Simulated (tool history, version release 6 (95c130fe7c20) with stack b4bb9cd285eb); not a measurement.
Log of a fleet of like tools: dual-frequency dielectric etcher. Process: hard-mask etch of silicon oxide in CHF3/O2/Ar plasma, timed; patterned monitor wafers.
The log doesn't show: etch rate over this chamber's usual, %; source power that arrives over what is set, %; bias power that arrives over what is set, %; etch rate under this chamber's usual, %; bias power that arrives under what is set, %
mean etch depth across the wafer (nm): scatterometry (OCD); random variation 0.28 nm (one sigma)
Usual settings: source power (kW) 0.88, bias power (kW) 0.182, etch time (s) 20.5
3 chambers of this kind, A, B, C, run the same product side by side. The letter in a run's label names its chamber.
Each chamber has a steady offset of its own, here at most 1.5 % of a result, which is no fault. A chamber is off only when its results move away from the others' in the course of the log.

run	day	source power (kW)	bias power (kW)	etch time (s)	hours since the last wet clean	hours since the last source power generator calibration	hours since the last bias power generator calibration	read-back reference wafer on the same gauge, depth_nm	mean etch depth across the wafer (nm)
1B	0.608	0.88	0.182	20.5	60	1623.8	569.2	56.026	46.997
2C	1.067	0.88	0.182	20.5	445	1399	2948.9	56.063	47.247
3A	1.483	0.88	0.182	20.5	215.8	235.1	1229.2	56.146	46.38
# day 1.6: chamber C: wet clean of the chamber
4A	1.971	0.88	0.182	20.5	227.5	246.8	1240.9	56.118	46.914
5B	2.329	0.88	0.182	20.5	101.3	1665.1	610.5	56.066	47.38
6C	2.708	0.88	0.182	20.5	26.7	1438.4	2988.3	56.076	47.17
7A	3.162	0.88	0.182	20.5	256.1	275.4	1269.5	56.066	46.745
8B	3.608	0.88	0.182	17	132	1695.8	641.2	56.018	38.829
9C	4.25	0.88	0.182	17	63.7	1475.4	3025.3	56.048	39.352
10A	4.654	0.88	0.182	17	291.9	311.2	1305.3	56.032	38.535
11C	4.967	0.88	0.182	20.5	80.9	1492.6	3042.5	56.055	47.342
12B	5.604	0.88	0.182	20.5	179.9	1743.7	689.1	56.078	46.968
13A	5.988	0.88	0.182	20.5	323.9	343.2	1337.3	56.042	46.452
14B	6.367	0.88	0.182	20.5	198.2	1762	707.4	56.147	46.822
15C	6.683	0.88	0.182	20.5	122.1	1533.8	3083.7	56.078	47.442
16A	7.171	0.88	0.182	20.5	352.3	371.6	1365.7	56.124	47.269
17B	7.796	0.88	0.182	20.5	232.5	1796.3	741.7	56.107	46.767
18C	8.1	0.88	0.182	20.5	156.1	1567.8	3117.7	56.084	46.54
19B	8.712	0.88	0.182	20.5	254.5	1818.3	763.7	56.15	46.957
20A	9.354	0.88	0.182	20.5	404.7	424	1418.1	56.16	46.735
21C	9.842	0.88	0.182	17	197.9	1609.6	3159.5	56.112	39.572
22B	10.196	0.88	0.182	17	290.1	1853.9	799.3	56.014	39.237
23A	10.542	0.88	0.182	17	433.2	452.5	1446.6	56.065	38.464
24C	10.888	0.88	0.182	20.5	223	1634.7	3184.6	56.206	47.461
25B	11.421	0.88	0.182	20.5	319.5	1883.3	828.7	56.015	47.331
26A	11.821	0.88	0.182	20.5	463.9	483.2	1477.3	56.104	46.518
27C	12.317	0.88	0.182	20.5	257.3	1669	3218.9	56.059	47.509
28C	12.65	0.88	0.182	20.5	265.3	1677	3226.9	56.09	47.014
29A	13.258	0.88	0.182	20.5	498.4	517.7	1511.8	56.107	46.463
30B	13.729	1.05	0.182	20.5	374.9	1938.7	884.1	56.08	50.269
31A	14.258	1.05	0.182	20.5	522.4	541.7	1535.8	56.16	49.797
32C	14.879	1.05	0.182	20.5	318.8	1730.5	3280.4	56.084	50.358
33B	15.454	0.88	0.199	18	416.3	1980.1	925.5	56.097	42.344
34B	15.883	0.88	0.199	18	426.6	1990.4	935.8	56.166	42.244
35C	16.325	0.88	0.199	18	353.5	1765.2	3315.1	56.138	42.757

All 3 chambers run these settings next. Forecast each chamber's results:
36A	16.8	0.97	0.182	20.5					?
36B	16.8	0.97	0.182	20.5					?
36C	16.8	0.97	0.182	20.5					?

run	mean etch depth across the wafer (nm)
36A	48.056
36B	48.532
36C	49.224

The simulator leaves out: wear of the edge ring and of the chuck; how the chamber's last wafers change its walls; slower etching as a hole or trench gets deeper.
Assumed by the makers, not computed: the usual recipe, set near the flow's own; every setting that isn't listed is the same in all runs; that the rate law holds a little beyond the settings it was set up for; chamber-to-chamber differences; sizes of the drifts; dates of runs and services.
